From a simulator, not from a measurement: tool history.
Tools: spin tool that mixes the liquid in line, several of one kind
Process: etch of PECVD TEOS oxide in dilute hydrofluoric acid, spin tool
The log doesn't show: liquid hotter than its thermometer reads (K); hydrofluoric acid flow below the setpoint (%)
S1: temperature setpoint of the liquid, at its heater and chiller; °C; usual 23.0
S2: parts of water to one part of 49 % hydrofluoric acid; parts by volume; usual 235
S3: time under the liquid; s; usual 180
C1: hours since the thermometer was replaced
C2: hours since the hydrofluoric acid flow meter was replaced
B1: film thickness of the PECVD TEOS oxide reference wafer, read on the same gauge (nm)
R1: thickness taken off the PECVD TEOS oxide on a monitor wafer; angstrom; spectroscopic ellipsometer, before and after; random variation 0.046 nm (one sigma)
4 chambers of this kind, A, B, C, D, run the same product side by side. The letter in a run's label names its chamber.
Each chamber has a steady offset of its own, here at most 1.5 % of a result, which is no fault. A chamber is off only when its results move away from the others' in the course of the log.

Run 1B, day 0.492: usual settings; C1 1891.2; C2 609.2; B1 119.99. Result: R1 58.749 angstrom.
Run 2C, day 0.988: usual settings; C1 1194.3; C2 1696.4; B1 120.01. Result: R1 57.998 angstrom.
Run 3A, day 1.342: usual settings; C1 1047.9; C2 1865.4; B1 120.00. Result: R1 58.768 angstrom.
Run 4D, day 1.829: usual settings; C1 818.7; C2 263.3; B1 120.00. Result: R1 57.497 angstrom.
Run 5D, day 2.179: usual settings; C1 827.1; C2 271.7; B1 119.99. Result: R1 57.814 angstrom.
Run 6C, day 2.504: usual settings; C1 1230.7; C2 1732.8; B1 120.03. Result: R1 57.701 angstrom.
Run 7B, day 2.921: usual settings; C1 1949.5; C2 667.5; B1 120.00. Result: R1 58.648 angstrom.
Run 8A, day 3.283: usual settings; C1 1094.5; C2 1912.0; B1 120.00. Result: R1 57.708 angstrom.
Run 9A, day 3.858: usual settings; C1 1108.3; C2 1925.8; B1 120.00. Result: R1 58.605 angstrom.
Run 10B, day 4.125: usual settings but S2 160 parts by volume; C1 1978.4; C2 696.4; B1 119.98. Result: R1 94.585 angstrom.
Run 11D, day 4.521: usual settings but S2 160 parts by volume; C1 883.3; C2 327.9; B1 120.00. Result: R1 91.191 angstrom.
Run 12C, day 4.812: usual settings but S2 160 parts by volume; C1 1286.1; C2 1788.2; B1 119.97. Result: R1 91.674 angstrom.
Run 13B, day 5.258: usual settings but S2 160 parts by volume; C1 2005.6; C2 723.6; B1 120.03. Result: R1 92.582 angstrom.
Run 14A, day 5.721: usual settings; C1 1153.0; C2 1970.5; B1 120.00. Result: R1 57.932 angstrom.
Run 15C, day 6.100: usual settings; C1 1317.0; C2 1819.1; B1 120.04. Result: R1 57.440 angstrom.
Run 16D, day 6.662: usual settings; C1 934.7; C2 379.3; B1 120.03. Result: R1 57.480 angstrom.
Run 17B, day 7.004: usual settings but S1 26.5 °C; C1 2047.5; C2 765.5; B1 120.00. Result: R1 65.401 angstrom.
Run 18C, day 7.300: usual settings but S1 26.5 °C; C1 1345.8; C2 1847.9; B1 119.99. Result: R1 66.087 angstrom.
Run 19D, day 7.779: usual settings but S1 26.5 °C; C1 961.5; C2 406.1; B1 119.99. Result: R1 64.774 angstrom.
Run 20A, day 8.254: usual settings but S1 26.5 °C; C1 1213.8; C2 2031.3; B1 120.01. Result: R1 66.700 angstrom.
Run 21B, day 8.621: usual settings; C1 2086.3; C2 804.3; B1 119.98. Result: R1 58.052 angstrom.
Run 22C, day 8.892: usual settings; C1 1384.0; C2 1886.1; B1 120.01. Result: R1 57.892 angstrom.
Run 23A, day 9.329: usual settings; C1 1239.6; C2 2057.1; B1 119.98. Result: R1 59.938 angstrom.
Run 24D, day 9.842: usual settings but S2 165 parts by volume, S3 235 s; C1 1011.0; C2 455.6; B1 120.00. Result: R1 112.180 angstrom.
Run 25B, day 10.217: usual settings but S2 165 parts by volume, S3 235 s; C1 2124.6; C2 842.6; B1 120.01. Result: R1 118.730 angstrom.
Run 26C, day 10.712: usual settings but S2 165 parts by volume, S3 235 s; C1 1427.7; C2 1929.8; B1 120.01. Result: R1 115.250 angstrom.
Run 27A, day 10.983: usual settings but S2 165 parts by volume, S3 235 s; C1 1279.3; C2 2096.8; B1 119.99. Result: R1 124.380 angstrom.
Run 28D, day 11.367: usual settings; C1 1047.6; C2 492.2; B1 120.01. Result: R1 56.633 angstrom.
At day 11.425: chamber C: hydrofluoric acid flow meter replaced.
Run 29C, day 11.817: usual settings; C1 1454.2; C2 9.4; B1 120.00. Result: R1 58.898 angstrom.
Run 30D, day 12.358: usual settings; C1 1071.4; C2 516.0; B1 120.00. Result: R1 56.617 angstrom.
Run 31B, day 12.758: usual settings; C1 2185.6; C2 903.6; B1 120.01. Result: R1 58.916 angstrom.
Run 32A, day 13.121: usual settings; C1 1330.6; C2 2148.1; B1 119.99. Result: R1 60.828 angstrom.
Run 33B, day 13.488: usual settings; C1 2203.1; C2 921.1; B1 120.03. Result: R1 57.991 angstrom.
Run 34C, day 13.796: usual settings; C1 1501.7; C2 56.9; B1 119.98. Result: R1 58.821 angstrom.
Run 35A, day 14.212: usual settings; C1 1356.8; C2 2174.3; B1 120.00. Result: R1 61.204 angstrom.
Run 36D, day 14.771: usual settings; C1 1129.3; C2 573.9; B1 119.98. Result: R1 57.332 angstrom.
Run 37A, day 15.104: usual settings; C1 1378.2; C2 2195.7; B1 120.00. Result: R1 61.619 angstrom.
Run 38C, day 15.667: usual settings; C1 1546.6; C2 101.8; B1 120.01. Result: R1 57.628 angstrom.
Run 39D, day 15.983: usual settings; C1 1158.4; C2 603.0; B1 120.00. Result: R1 57.703 angstrom.

All 4 chambers run these settings next. Forecast each chamber's results:
Run 40A, day 16.408: usual settings but S1 24.5 °C. Result: R1 ?.
Run 40B, day 16.408: usual settings but S1 24.5 °C. Result: R1 ?.
Run 40C, day 16.408: usual settings but S1 24.5 °C. Result: R1 ?.
Run 40D, day 16.408: usual settings but S1 24.5 °C. Result: R1 ?.

run      R1
40A  65.255
40B  61.524
40C  61.083
40D  60.378
